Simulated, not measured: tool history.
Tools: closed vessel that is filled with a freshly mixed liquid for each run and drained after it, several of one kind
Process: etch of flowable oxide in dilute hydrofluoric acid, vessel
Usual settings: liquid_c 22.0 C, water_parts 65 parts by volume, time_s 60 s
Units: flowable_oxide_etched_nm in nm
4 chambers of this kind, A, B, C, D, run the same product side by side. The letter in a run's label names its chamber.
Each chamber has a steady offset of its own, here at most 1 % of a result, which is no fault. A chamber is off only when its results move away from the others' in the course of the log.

run	hour	liquid_c	water_parts	time_s	hours since the thermometer was replaced	hours since the hydrofluoric acid flow meter was replaced	read-back film thickness of the flowable oxide reference wafer, read on the same gauge (nm)	flowable_oxide_etched_nm
1A	10.5	22.0	65	60	795.9	1317.8	69.982	39.107
2B	18.7	22.0	65	60	82.7	558.4	70.000	39.360
3C	29.3	22.0	65	60	747.1	973.8	70.018	39.350
4D	39.1	22.0	65	60	1481.7	1073.4	69.987	38.820
5A	47.9	17.5	95	60	833.3	1355.2	69.987	21.316
6C	56.6	17.5	95	60	774.4	1001.1	69.997	21.721
7D	66.1	17.5	95	60	1508.7	1100.4	69.993	21.321
8B	70.9	17.5	95	60	134.9	610.6	69.971	21.524
9B	76.7	22.0	65	60	140.7	616.4	69.963	39.343
10A	81.4	22.0	65	60	866.8	1388.7	69.985	38.974
11C	88.3	22.0	65	60	806.1	1032.8	70.019	39.361
12D	97.3	22.0	65	60	1539.9	1131.6	70.007	39.334
13B	102.9	22.0	65	60	166.9	642.6	69.996	39.358
# hour 103.6: chamber B: hydrofluoric acid flow meter replaced
14A	107.8	22.0	40	70	893.2	1415.1	69.996	77.496
15D	112.8	22.0	40	70	1555.4	1147.1	70.020	76.434
16C	123.4	22.0	40	70	841.2	1067.9	70.003	78.132
17D	128.1	22.0	40	70	1570.7	1162.4	69.992	77.078
18A	134.7	18.5	65	60	920.1	1442.0	69.989	33.879
19B	143.3	18.5	65	60	207.3	39.8	70.008	33.630
20C	150.2	18.5	65	60	868.0	1094.7	69.985	34.574
21C	157.0	18.5	65	60	874.8	1101.5	69.991	34.751
22D	166.3	22.0	65	60	1608.9	1200.6	70.000	39.177
23B	175.4	22.0	65	60	239.4	71.9	70.003	39.375
24A	181.0	22.0	65	60	966.4	1488.3	70.000	39.019
25D	185.7	22.0	65	60	1628.3	1220.0	70.000	38.868
26C	192.9	22.0	65	60	910.7	1137.4	70.003	40.969
27A	197.5	19.0	65	60	982.9	1504.8	69.997	34.477
28B	203.2	19.0	65	60	267.2	99.7	69.997	34.907
29D	209.6	19.0	65	60	1652.2	1243.9	69.980	34.411
30A	215.4	19.0	65	60	1000.8	1522.7	70.017	34.763
31C	225.3	22.0	65	60	943.1	1169.8	70.006	41.281
32B	231.4	22.0	65	60	295.4	127.9	69.996	39.563
33D	240.3	22.0	65	60	1682.9	1274.6	70.012	39.153
34B	247.4	22.0	65	60	311.4	143.9	70.010	39.450
35A	253.2	22.0	65	60	1038.6	1560.5	70.007	39.208
36C	263.3	22.0	50	60	981.1	1207.8	69.991	55.492
37C	270.5	22.0	50	60	988.3	1215.0	70.002	55.611
38D	277.3	22.0	50	60	1719.9	1311.6	70.001	51.652
39B	285.5	22.0	50	60	349.5	182.0	70.016	51.902
40A	292.4	22.0	65	60	1077.8	1599.7	69.989	39.103

Is one chamber off against the others, does the gauge drift, or is nothing wrong? If a chamber is off, say which, and what the likeliest cause is.

Chamber C drifts away from the others.
Cause: liquid hotter than its thermometer reads (K) = 1.65.
The log may not tell that from: hydrofluoric acid flow above the setpoint (%).

Here are 4 candidates for chamber C's next run, each the usual settings with a change, their results left as question marks. Which one brings its results back in line with what the others give on the usual settings?
In line means no further than this from the other chambers' mean on the usual settings: flowable_oxide_etched_nm 0.640 nm
41C-1	300.0	22.0	65	65				?
41C-2	300.0	22.0	70	60				?
41C-3	300.0	25.5	65	60				?
41C-4	300.0	18.5	65	60				?

The other chambers' mean on the usual settings: flowable_oxide_etched_nm 39.183 nm
run	flowable_oxide_etched_nm
41C-1	45.735
41C-2	38.963
41C-3	48.614
41C-4	36.494
41C-2 brings the chamber back in line.
